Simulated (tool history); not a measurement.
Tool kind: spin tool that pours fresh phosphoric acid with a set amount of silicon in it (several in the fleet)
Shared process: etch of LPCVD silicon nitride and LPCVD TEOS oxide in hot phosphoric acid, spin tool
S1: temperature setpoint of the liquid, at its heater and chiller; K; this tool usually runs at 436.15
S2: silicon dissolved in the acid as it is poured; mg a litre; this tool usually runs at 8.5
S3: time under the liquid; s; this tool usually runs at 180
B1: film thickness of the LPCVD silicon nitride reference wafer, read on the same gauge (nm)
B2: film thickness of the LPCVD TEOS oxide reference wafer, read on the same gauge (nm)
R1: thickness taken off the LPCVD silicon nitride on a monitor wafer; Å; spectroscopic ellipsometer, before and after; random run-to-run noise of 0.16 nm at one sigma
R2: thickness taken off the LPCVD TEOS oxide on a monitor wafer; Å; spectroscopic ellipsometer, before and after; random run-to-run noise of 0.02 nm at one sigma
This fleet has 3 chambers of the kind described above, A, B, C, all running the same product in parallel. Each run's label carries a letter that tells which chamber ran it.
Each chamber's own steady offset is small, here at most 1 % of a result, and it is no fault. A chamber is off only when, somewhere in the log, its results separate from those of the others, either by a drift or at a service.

run 1C hour=7.2 | S1=436.15 S2=8.5 S3=180 | B1=59.955 B2=80.012 | R1=181.65 R2=5.5714
-- hour=10.2 chamber C: dissolved silicon flow meter replaced
run 2B hour=14.1 | S1=436.15 S2=8.5 S3=180 | B1=60.038 B2=79.994 | R1=178.54 R2=5.4427
run 3A hour=20.5 | S1=436.15 S2=8.5 S3=180 | B1=59.995 B2=80.021 | R1=180 R2=5.8642
run 4A hour=27.5 | S1=436.15 S2=8.5 S3=180 | B1=60.016 B2=79.991 | R1=178.62 R2=5.688
run 5C hour=31.7 | S1=436.15 S2=8.5 S3=180 | B1=60.008 B2=79.997 | R1=181.13 R2=5.5918
run 6B hour=37.4 | S1=436.15 S2=8.5 S3=180 | B1=60.01 B2=80 | R1=178.03 R2=5.4718
run 7C hour=44.7 | S1=436.15 S2=8.5 S3=180 | B1=60.002 B2=80.012 | R1=183.66 R2=5.6924
run 8A hour=52.4 | S1=436.15 S2=8.5 S3=180 | B1=60.008 B2=79.99 | R1=182.88 R2=5.4507
run 9B hour=55.9 | S1=436.15 S2=8.5 S3=180 | B1=59.971 B2=80.002 | R1=177.92 R2=5.2293
run 10C hour=61.4 | S1=436.15 S2=12 S3=225 | B1=59.979 B2=80.006 | R1=223.63 R2=6.297
run 11A hour=67.8 | S1=436.15 S2=12 S3=225 | B1=59.996 B2=79.99 | R1=224.77 R2=6.0804
run 12B hour=73.6 | S1=436.15 S2=12 S3=225 | B1=60.01 B2=79.978 | R1=218.42 R2=6.2133
run 13C hour=77.4 | S1=436.15 S2=8.5 S3=180 | B1=60.031 B2=80.007 | R1=182.57 R2=5.4367
run 14A hour=82.8 | S1=436.15 S2=8.5 S3=180 | B1=60.004 B2=80 | R1=176.32 R2=5.3941
run 15B hour=87.6 | S1=436.15 S2=8.5 S3=180 | B1=60.019 B2=80.028 | R1=178.35 R2=5.2209
run 16B hour=91.4 | S1=436.15 S2=8.5 S3=180 | B1=60.015 B2=80.005 | R1=182 R2=5.1717
run 17C hour=96.2 | S1=436.15 S2=8.5 S3=180 | B1=60.001 B2=80.003 | R1=178.06 R2=5.3044
run 18A hour=100.1 | S1=436.15 S2=8.5 S3=180 | B1=60.005 B2=79.997 | R1=177.62 R2=5.3869
run 19B hour=103.6 | S1=436.15 S2=8.5 S3=180 | B1=60.02 B2=79.974 | R1=176.95 R2=5.594
run 20C hour=111.3 | S1=436.15 S2=8.5 S3=180 | B1=60.021 B2=80.001 | R1=181.83 R2=5.7087
run 21A hour=117.9 | S1=436.15 S2=8.5 S3=180 | B1=59.989 B2=80.003 | R1=175.83 R2=5.0445
run 22B hour=121.3 | S1=436.15 S2=2 S3=180 | B1=59.98 B2=80.011 | R1=176.02 R2=6.018
run 23C hour=127.6 | S1=436.15 S2=2 S3=180 | B1=60.002 B2=80.003 | R1=180.29 R2=5.9358
-- hour=129.8 chamber B: thermometer replaced
run 24A hour=131 | S1=436.15 S2=2 S3=180 | B1=60.001 B2=80.013 | R1=175.84 R2=6.1219
run 25B hour=136.1 | S1=436.15 S2=8.5 S3=180 | B1=60.03 B2=79.986 | R1=177.18 R2=5.4676
run 26A hour=143.5 | S1=436.15 S2=8.5 S3=180 | B1=59.991 B2=80.005 | R1=172.89 R2=4.9062
run 27C hour=147.2 | S1=436.15 S2=14 S3=130 | B1=59.981 B2=79.992 | R1=127.3 R2=3.3964
run 28C hour=153.9 | S1=436.15 S2=14 S3=130 | B1=59.983 B2=80.006 | R1=128.57 R2=3.6948
run 29A hour=160.8 | S1=436.15 S2=14 S3=130 | B1=59.992 B2=79.993 | R1=121.87 R2=2.8002
run 30B hour=166.4 | S1=436.15 S2=8.5 S3=180 | B1=59.989 B2=80.008 | R1=176.99 R2=5.7025
run 31C hour=172.3 | S1=436.15 S2=8.5 S3=180 | B1=59.97 B2=80.009 | R1=180.7 R2=5.5009
run 32B hour=176.7 | S1=436.15 S2=8.5 S3=180 | B1=59.995 B2=79.995 | R1=181.07 R2=5.5179

Is one chamber out of step, is the gauge drifting, or do the chambers differ by no more than their own small offsets? For an off chamber, give its letter and the likeliest cause.

It is chamber A that slowly wanders off from its peers.
What lies behind it: temperature lost on the way to the wafer (K) = 2.4.
From this log alone, it may not be told apart from: liquid colder than its thermometer reads (K).

Here are 4 candidates for chamber A's next run, each the usual settings with a change, their results left as question marks. Which one brings its results back in line with what the others give on the usual settings?
In line here means within this much of the mean the other chambers give on the usual settings: R1 5.6 Å; R2 0.71 Å
run 33A-1 hour=182.3 | S1=434.65 S2=13.5 S3=165 | R1=? R2=?
run 33A-2 hour=182.3 | S1=438.15 S2=3.5 S3=190 | R1=? R2=?
run 33A-3 hour=182.3 | S1=435.15 S2=11 S3=175 | R1=? R2=?
run 33A-4 hour=182.3 | S1=437.15 S2=6 S3=185 | R1=? R2=?

The mean the other chambers reach with the usual settings: R1 179.35 Å; R2 5.5374 Å
run=33A-1 R1=145.78 R2=3.4692
run=33A-2 R1=189.03 R2=6.4706
run=33A-3 R1=157.29 R2=4.0616
run=33A-4 R1=177.98 R2=5.5555
It is 33A-4 that realigns the chamber with its peers.

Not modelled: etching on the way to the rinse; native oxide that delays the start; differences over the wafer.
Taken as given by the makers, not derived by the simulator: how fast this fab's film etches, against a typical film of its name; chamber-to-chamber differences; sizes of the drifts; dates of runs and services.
